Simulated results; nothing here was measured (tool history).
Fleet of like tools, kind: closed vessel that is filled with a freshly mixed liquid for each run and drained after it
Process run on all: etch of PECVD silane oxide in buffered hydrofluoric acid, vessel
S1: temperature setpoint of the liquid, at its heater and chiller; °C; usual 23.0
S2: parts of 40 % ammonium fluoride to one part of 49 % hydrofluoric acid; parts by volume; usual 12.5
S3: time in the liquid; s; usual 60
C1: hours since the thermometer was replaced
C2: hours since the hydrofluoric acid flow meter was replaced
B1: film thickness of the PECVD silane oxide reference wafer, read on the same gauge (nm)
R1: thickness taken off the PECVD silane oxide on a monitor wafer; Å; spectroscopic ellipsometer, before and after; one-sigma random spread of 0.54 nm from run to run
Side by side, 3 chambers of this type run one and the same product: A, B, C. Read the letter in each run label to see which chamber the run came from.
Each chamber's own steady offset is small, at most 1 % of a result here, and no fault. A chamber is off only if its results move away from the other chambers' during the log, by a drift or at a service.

run   hour    S1    S2  S3      C1      C2       B1       R1
 1B    8.9  23.0  12.5  60   735.9   634.4   99.978   947.94
 2A   17.7  23.0  12.5  60   476.2   463.3  100.000   930.42
 3C   29.1  23.0  12.5  60    67.2  1695.3  100.010   931.42
 4B   39.0  23.0  12.5  60   766.0   664.5  100.010   942.64
 5C   52.0  19.5   9.5  60    90.1  1718.2  100.020   973.99
 6A   64.7  19.5   9.5  60   523.2   510.3   99.990   982.05
 7C   73.7  19.5   9.5  60   111.8  1739.9   99.980   985.07
 8B   88.6  24.5  12.5  60   815.6   714.1   99.990  1028.30
 9A  101.1  24.5  12.5  60   559.6   546.7   99.988  1011.00
10B  115.1  24.5  12.5  60   842.1   740.6   99.995  1033.30
11C  122.9  23.0  12.5  60   161.0  1789.1  100.010   933.31
12A  138.3  23.0  12.5  60   596.8   583.9  100.010   932.25
13C  146.9  23.0  12.5  60   185.0  1813.1  100.010   934.31
14A  158.8  23.0  12.5  60   617.3   604.4  100.010   934.16
15B  172.9  23.0  12.5  60   899.9   798.4  100.000   970.20
16C  187.2  23.0  12.5  60   225.3  1853.4   99.990   922.82
17B  195.6  23.0  12.5  60   922.6   821.1   99.993   962.49
18A  207.0  23.0  12.5  60   665.5   652.6  100.000   935.61
19C  222.6  23.0  12.5  60   260.7  1888.8   99.983   938.52
20A  231.9  23.0  12.5  60   690.4   677.5   99.995   930.36
     238.6  -- chamber C: hydrofluoric acid flow meter replaced
21B  242.7  23.0  12.5  60   969.7   868.2  100.000   974.76
22B  252.2  23.0  12.5  60   979.2   877.7  100.010   974.72
23C  259.7  23.0  12.5  50   297.8    21.2   99.996   782.99
24A  267.7  23.0  12.5  50   726.2   713.3  100.030   777.99
25A  275.3  23.0  12.5  50   733.8   720.9  100.020   785.12
26C  291.2  23.0  12.5  60   329.3    52.7  100.000   928.26
27B  298.3  23.0  12.5  60  1025.3   923.8   99.976   995.80
28C  307.4  23.0  12.5  60   345.5    68.9   99.997   932.31
29A  314.8  23.0  12.5  60   773.3   760.4   99.991   934.35
30B  323.2  23.0  12.5  60  1050.2   948.7   99.984   993.27
31B  334.5  23.0  12.5  60  1061.5   960.0   99.972   993.81
32A  343.7  23.0   9.0  60   802.2   789.3  100.000  1225.00
33C  353.1  23.0   9.0  60   391.2   114.6   99.993  1244.10
34B  368.4  23.0   9.0  60  1095.4   993.9  100.010  1336.20
35A  380.6  23.0  12.5  60   839.1   826.2   99.990   943.41
36C  389.7  23.0  12.5  60   427.8   151.2   99.999   935.41
37B  402.7  23.0  12.5  60  1129.7  1028.2   99.993  1016.20
38A  415.5  23.0  12.5  60   874.0   861.1  100.000   936.69

Next, every chamber runs the same settings. What will each give?
39A  427.1  23.0  8.0  60               ?
39B  427.1  23.0  8.0  60               ?
39C  427.1  23.0  8.0  60               ?

run       R1
39A  1393.20
39B  1542.40
39C  1418.20
